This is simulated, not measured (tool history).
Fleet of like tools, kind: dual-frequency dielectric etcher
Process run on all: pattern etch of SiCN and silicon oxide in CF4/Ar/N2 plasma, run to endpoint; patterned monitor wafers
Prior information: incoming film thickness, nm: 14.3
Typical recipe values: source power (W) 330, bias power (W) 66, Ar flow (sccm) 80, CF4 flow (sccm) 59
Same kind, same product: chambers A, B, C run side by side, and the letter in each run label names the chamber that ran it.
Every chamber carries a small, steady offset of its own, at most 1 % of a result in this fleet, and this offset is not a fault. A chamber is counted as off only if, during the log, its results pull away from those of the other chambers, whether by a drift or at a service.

run   hour  source power (W)  bias power (W)  Ar flow (sccm)  CF4 flow (sccm)  endpoint time (s)
 1B    3.8               330              66              80               59             22.627
 2A    7.0               330              66              80               59             22.368
 3C   10.5               330              66              80               59             22.469
 4B   14.4               330              66              80               59             22.302
 5C   17.5               330              66              80               59             22.403
 6A   19.8               330              66              80               72             21.622
 7C   23.1               330              66              80               72             21.959
 8B   25.1               330              66              80               72             21.546
 9A   28.6               330              66              80               73             21.529
10C   31.8               330              66              80               73             21.709
11B   34.2               330              66              80               73             21.478
12A   36.7               330              66              80               59             22.166
13C   39.1               330              66              80               59             22.236
14A   43.3               330              66              80               59             22.368
15B   45.6               330              66              80               59             22.394
16C   49.1               330              66              80               59             22.574
17B   51.4               330              66              80               59             21.982
18A   54.5               330              66              80               59             22.327
19B   57.1               330              66              80               59             22.191
20A   61.4               330              66              80               59             22.059
21C   64.9               330              66              96               59             23.064
22C   67.7               330              66              96               59             22.781
23B   70.5               330              66              96               59             22.661
      72.9  -- chamber B: CF4 flow controller replaced
24A   74.7               330              66              80               59             22.202
25B   78.2               330              66              80               59             21.971
26C   82.3               330              66              80               59             22.351
27A   85.1               330              66              80               59             22.449
28A   89.0               330              66              80               59             22.565
29B   92.7               330              52              80               50             24.613
30C   97.1               330              52              80               50             24.970
31C  100.6               330              52              80               50             24.942
32B  103.6               330              66              80               59             21.630
33A  106.8               330              66              80               59             22.246
34A  110.4               330              66              80               59             22.399
     111.6  -- chamber C: Ar flow controller replaced
35C  113.5               330              66              80               53             23.081
36B  116.0               330              66              80               53             22.104
37A  120.0               330              66              80               53             22.739
38C  123.8               330              66              80               59             22.530
39B  127.6               330              66              80               59             21.499
40B  131.6               300              66              80               59             23.463
41C  133.9               300              66              80               59             24.676

All 3 chambers run these settings next. Forecast each chamber's results:
42A  137.1               330              66              80               64                  ?
42B  137.1               330              66              80               64                  ?
42C  137.1               330              66              80               64                  ?

run  endpoint time (s)
42A             22.377
42B             21.411
42C             22.007
